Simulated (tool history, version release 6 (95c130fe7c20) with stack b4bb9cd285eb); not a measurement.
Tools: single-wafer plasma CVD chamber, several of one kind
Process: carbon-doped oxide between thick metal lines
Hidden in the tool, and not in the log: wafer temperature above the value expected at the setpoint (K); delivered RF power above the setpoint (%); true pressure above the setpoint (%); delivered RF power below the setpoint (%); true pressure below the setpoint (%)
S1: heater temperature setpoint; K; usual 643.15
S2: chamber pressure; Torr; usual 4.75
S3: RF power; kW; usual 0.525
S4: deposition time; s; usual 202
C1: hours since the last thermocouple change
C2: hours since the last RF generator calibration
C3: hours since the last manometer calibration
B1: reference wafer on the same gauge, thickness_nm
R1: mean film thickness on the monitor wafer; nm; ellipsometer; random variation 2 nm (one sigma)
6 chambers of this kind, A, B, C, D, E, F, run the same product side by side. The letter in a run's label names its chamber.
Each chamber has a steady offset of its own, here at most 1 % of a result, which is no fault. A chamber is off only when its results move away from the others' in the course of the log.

run 1F hour=4.2 | S1=643.15 S2=4.75 S3=0.525 S4=202 | C1=1888.0 C2=444.7 C3=1735.4 | B1=1044.2 | R1=994.80
run 2D hour=6.7 | S1=643.15 S2=4.75 S3=0.525 S4=202 | C1=1178.4 C2=1757.6 C3=104.2 | B1=1043.7 | R1=991.57
run 3B hour=9.2 | S1=643.15 S2=4.75 S3=0.525 S4=202 | C1=1734.3 C2=1139.8 C3=1514.4 | B1=1044.3 | R1=986.07
run 4C hour=11.9 | S1=643.15 S2=4.75 S3=0.525 S4=202 | C1=2041.9 C2=876.3 C3=2427.3 | B1=1044.2 | R1=992.79
run 5A hour=15.1 | S1=643.15 S2=4.75 S3=0.525 S4=202 | C1=703.8 C2=1829.6 C3=697.2 | B1=1043.6 | R1=991.23
run 6E hour=19.1 | S1=643.15 S2=4.75 S3=0.525 S4=202 | C1=694.4 C2=1409.3 C3=620.0 | B1=1044.1 | R1=988.47
run 7C hour=23.8 | S1=643.15 S2=4.75 S3=0.525 S4=202 | C1=2053.8 C2=888.2 C3=2439.2 | B1=1044.0 | R1=993.80
run 8E hour=27.0 | S1=643.15 S2=4.75 S3=0.525 S4=202 | C1=702.3 C2=1417.2 C3=627.9 | B1=1044.4 | R1=990.54
run 9B hour=31.6 | S1=655.15 S2=3.74 S3=0.525 S4=202 | C1=1756.7 C2=1162.2 C3=1536.8 | B1=1043.6 | R1=927.55
run 10A hour=34.9 | S1=655.15 S2=3.74 S3=0.525 S4=202 | C1=723.6 C2=1849.4 C3=717.0 | B1=1043.7 | R1=934.96
run 11D hour=38.7 | S1=655.15 S2=3.74 S3=0.525 S4=202 | C1=1210.4 C2=1789.6 C3=136.2 | B1=1044.0 | R1=935.66
run 12F hour=41.7 | S1=655.15 S2=3.74 S3=0.525 S4=202 | C1=1925.5 C2=482.2 C3=1772.9 | B1=1043.8 | R1=936.71
run 13A hour=45.3 | S1=655.15 S2=3.74 S3=0.525 S4=202 | C1=734.0 C2=1859.8 C3=727.4 | B1=1043.8 | R1=936.16
run 14B hour=47.9 | S1=655.15 S2=3.74 S3=0.525 S4=202 | C1=1773.0 C2=1178.5 C3=1553.1 | B1=1044.0 | R1=933.91
run 15F hour=51.3 | S1=643.15 S2=4.75 S3=0.525 S4=202 | C1=1935.1 C2=491.8 C3=1782.5 | B1=1043.9 | R1=992.59
run 16C hour=55.6 | S1=643.15 S2=4.75 S3=0.525 S4=202 | C1=2085.6 C2=920.0 C3=2471.0 | B1=1043.4 | R1=992.03
-- hour=58.3 chamber B: thermocouple changed; heater temperature recalibrated
run 17D hour=59.2 | S1=631.15 S2=4.75 S3=0.585 S4=202 | C1=1230.9 C2=1810.1 C3=156.7 | B1=1044.0 | R1=1087.80
run 18E hour=63.3 | S1=631.15 S2=4.75 S3=0.585 S4=202 | C1=738.6 C2=1453.5 C3=664.2 | B1=1043.9 | R1=1086.00
run 19A hour=66.2 | S1=631.15 S2=4.75 S3=0.585 S4=202 | C1=754.9 C2=1880.7 C3=748.3 | B1=1044.6 | R1=1087.00
run 20C hour=68.4 | S1=631.15 S2=4.75 S3=0.585 S4=202 | C1=2098.4 C2=932.8 C3=2483.8 | B1=1043.7 | R1=1090.90
run 21D hour=72.6 | S1=631.15 S2=4.75 S3=0.585 S4=202 | C1=1244.3 C2=1823.5 C3=170.1 | B1=1043.7 | R1=1089.60
run 22B hour=75.7 | S1=631.15 S2=4.75 S3=0.585 S4=202 | C1=17.5 C2=1206.3 C3=1580.9 | B1=1044.1 | R1=1080.20
run 23F hour=78.8 | S1=643.15 S2=4.75 S3=0.525 S4=202 | C1=1962.6 C2=519.3 C3=1810.0 | B1=1043.9 | R1=989.02
run 24E hour=83.0 | S1=643.15 S2=4.75 S3=0.525 S4=202 | C1=758.3 C2=1473.2 C3=683.9 | B1=1044.3 | R1=989.39
run 25D hour=85.2 | S1=643.15 S2=4.75 S3=0.525 S4=202 | C1=1256.9 C2=1836.1 C3=182.7 | B1=1044.0 | R1=994.24
run 26B hour=90.2 | S1=643.15 S2=4.75 S3=0.615 S4=202 | C1=32.0 C2=1220.8 C3=1595.4 | B1=1043.8 | R1=1084.40
run 27A hour=93.7 | S1=643.15 S2=4.75 S3=0.615 S4=202 | C1=782.4 C2=1908.2 C3=775.8 | B1=1043.9 | R1=1092.00
run 28F hour=98.6 | S1=643.15 S2=4.75 S3=0.615 S4=202 | C1=1982.4 C2=539.1 C3=1829.8 | B1=1043.7 | R1=1092.20
run 29C hour=102.2 | S1=643.15 S2=4.75 S3=0.615 S4=202 | C1=2132.2 C2=966.6 C3=2517.6 | B1=1044.1 | R1=1092.70
run 30E hour=104.4 | S1=643.15 S2=4.75 S3=0.615 S4=202 | C1=779.7 C2=1494.6 C3=705.3 | B1=1043.9 | R1=1087.60
run 31A hour=108.8 | S1=643.15 S2=4.75 S3=0.615 S4=202 | C1=797.5 C2=1923.3 C3=790.9 | B1=1043.9 | R1=1087.40
run 32C hour=112.8 | S1=643.15 S2=4.75 S3=0.525 S4=202 | C1=2142.8 C2=977.2 C3=2528.2 | B1=1044.1 | R1=992.51
run 33D hour=117.7 | S1=632.15 S2=4.75 S3=0.525 S4=202 | C1=1289.4 C2=1868.6 C3=215.2 | B1=1043.8 | R1=1016.60
run 34F hour=121.0 | S1=632.15 S2=4.75 S3=0.525 S4=202 | C1=2004.8 C2=561.5 C3=1852.2 | B1=1044.1 | R1=1017.70
run 35B hour=123.6 | S1=632.15 S2=4.75 S3=0.525 S4=202 | C1=65.4 C2=1254.2 C3=1628.8 | B1=1043.8 | R1=1011.20
-- hour=124.1 chamber F: capacitance manometer re-zeroed and calibrated
-- hour=125.5 chamber C: RF generator calibrated
run 36E hour=127.5 | S1=632.15 S2=4.75 S3=0.525 S4=202 | C1=802.8 C2=1517.7 C3=728.4 | B1=1043.9 | R1=1011.40
run 37E hour=130.4 | S1=632.15 S2=4.75 S3=0.525 S4=202 | C1=805.7 C2=1520.6 C3=731.3 | B1=1043.9 | R1=1014.10
run 38F hour=132.6 | S1=632.15 S2=4.75 S3=0.525 S4=202 | C1=2016.4 C2=573.1 C3=8.5 | B1=1044.1 | R1=1019.00
run 39D hour=137.1 | S1=643.15 S2=4.75 S3=0.525 S4=202 | C1=1308.8 C2=1888.0 C3=234.6 | B1=1043.6 | R1=993.96
run 40B hour=140.0 | S1=643.15 S2=4.75 S3=0.525 S4=202 | C1=81.8 C2=1270.6 C3=1645.2 | B1=1044.0 | R1=984.99
run 41A hour=143.0 | S1=643.15 S2=4.75 S3=0.525 S4=202 | C1=831.7 C2=1957.5 C3=825.1 | B1=1043.4 | R1=996.01
run 42C hour=146.4 | S1=655.15 S2=4.75 S3=0.585 S4=202 | C1=2176.4 C2=20.9 C3=2561.8 | B1=1043.6 | R1=1038.70
run 43E hour=149.9 | S1=655.15 S2=4.75 S3=0.585 S4=202 | C1=825.2 C2=1540.1 C3=750.8 | B1=1044.1 | R1=1028.00

Next, every chamber runs the same settings. What will each give?
run 44A hour=153.6 | S1=643.15 S2=4.75 S3=0.525 S4=202 | R1=?
run 44B hour=153.6 | S1=643.15 S2=4.75 S3=0.525 S4=202 | R1=?
run 44C hour=153.6 | S1=643.15 S2=4.75 S3=0.525 S4=202 | R1=?
run 44D hour=153.6 | S1=643.15 S2=4.75 S3=0.525 S4=202 | R1=?
run 44E hour=153.6 | S1=643.15 S2=4.75 S3=0.525 S4=202 | R1=?
run 44F hour=153.6 | S1=643.15 S2=4.75 S3=0.525 S4=202 | R1=?

run=44A R1=993.69
run=44B R1=990.52
run=44C R1=996.17
run=44D R1=991.31
run=44E R1=987.02
run=44F R1=991.83
